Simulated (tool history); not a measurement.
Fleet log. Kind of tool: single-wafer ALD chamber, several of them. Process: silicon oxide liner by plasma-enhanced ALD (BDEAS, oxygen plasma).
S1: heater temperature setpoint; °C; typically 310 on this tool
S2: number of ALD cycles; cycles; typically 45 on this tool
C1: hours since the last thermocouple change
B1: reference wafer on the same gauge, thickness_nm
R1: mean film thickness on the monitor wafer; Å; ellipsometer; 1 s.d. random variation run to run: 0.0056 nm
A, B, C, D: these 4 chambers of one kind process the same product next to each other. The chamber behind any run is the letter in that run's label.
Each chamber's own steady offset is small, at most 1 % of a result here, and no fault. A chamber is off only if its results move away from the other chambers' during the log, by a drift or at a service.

{"run": "1D", "hour": 8.6, "S1": 310, "S2": 45, "C1": 2006.3, "B1": 3.31, "R1": 41.31}
{"run": "2B", "hour": 14.1, "S1": 310, "S2": 45, "C1": 1142.9, "B1": 3.3117, "R1": 41.1}
{"run": "3C", "hour": 19.9, "S1": 310, "S2": 45, "C1": 1619.4, "B1": 3.312, "R1": 41.505}
{"run": "4A", "hour": 28.9, "S1": 310, "S2": 45, "C1": 427.3, "B1": 3.3128, "R1": 41.143}
{"run": "5D", "hour": 36.4, "S1": 310, "S2": 45, "C1": 2034.1, "B1": 3.3144, "R1": 41.372}
{"run": "6C", "hour": 40.6, "S1": 310, "S2": 45, "C1": 1640.1, "B1": 3.3143, "R1": 41.552}
{"run": "7A", "hour": 49.6, "S1": 310, "S2": 49, "C1": 448.0, "B1": 3.3157, "R1": 44.685}
{"run": "8B", "hour": 58.0, "S1": 310, "S2": 49, "C1": 1186.8, "B1": 3.3161, "R1": 44.892}
{"run": "9C", "hour": 64.7, "S1": 310, "S2": 49, "C1": 1664.2, "B1": 3.3165, "R1": 45.28}
{"run": "10A", "hour": 72.7, "S1": 310, "S2": 49, "C1": 471.1, "B1": 3.3181, "R1": 44.802}
{"run": "11D", "hour": 80.7, "S1": 310, "S2": 45, "C1": 2078.4, "B1": 3.3181, "R1": 41.465}
{"run": "12B", "hour": 86.3, "S1": 310, "S2": 45, "C1": 1215.1, "B1": 3.3197, "R1": 41.128}
{"run": "13A", "hour": 92.7, "S1": 310, "S2": 45, "C1": 491.1, "B1": 3.3214, "R1": 41.14}
{"run": "14C", "hour": 96.9, "S1": 310, "S2": 45, "C1": 1696.4, "B1": 3.3191, "R1": 41.5}
{"run": "15B", "hour": 106.0, "S1": 310, "S2": 45, "C1": 1234.8, "B1": 3.3228, "R1": 41.251}
{"run": "16D", "hour": 112.7, "S1": 310, "S2": 45, "C1": 2110.4, "B1": 3.3236, "R1": 41.426}
{"run": "17C", "hour": 117.6, "S1": 310, "S2": 45, "C1": 1717.1, "B1": 3.3224, "R1": 41.611}
{"run": "18D", "hour": 124.3, "S1": 310, "S2": 45, "C1": 2122.0, "B1": 3.3238, "R1": 41.525}
{"run": "19A", "hour": 132.4, "S1": 310, "S2": 45, "C1": 530.8, "B1": 3.3232, "R1": 41.205}
{"run": "20B", "hour": 138.3, "S1": 310, "S2": 45, "C1": 1267.1, "B1": 3.3251, "R1": 41.374}
{"run": "21C", "hour": 142.3, "S1": 310, "S2": 45, "C1": 1741.8, "B1": 3.3266, "R1": 41.735}
{"run": "22D", "hour": 150.4, "S1": 310, "S2": 45, "C1": 2148.1, "B1": 3.3261, "R1": 41.519}
{"run": "23B", "hour": 157.9, "S1": 310, "S2": 45, "C1": 1286.7, "B1": 3.3268, "R1": 41.309}
{"run": "24A", "hour": 162.2, "S1": 310, "S2": 45, "C1": 560.6, "B1": 3.3282, "R1": 41.243}

Is one chamber off against the others, does the gauge drift, or is nothing wrong? If a chamber is off, say which, and what the likeliest cause is.

The gauge drifts, so all chambers seem to drift together. No chamber is off.
Likeliest cause: gauge reads high (%) = 0.568.

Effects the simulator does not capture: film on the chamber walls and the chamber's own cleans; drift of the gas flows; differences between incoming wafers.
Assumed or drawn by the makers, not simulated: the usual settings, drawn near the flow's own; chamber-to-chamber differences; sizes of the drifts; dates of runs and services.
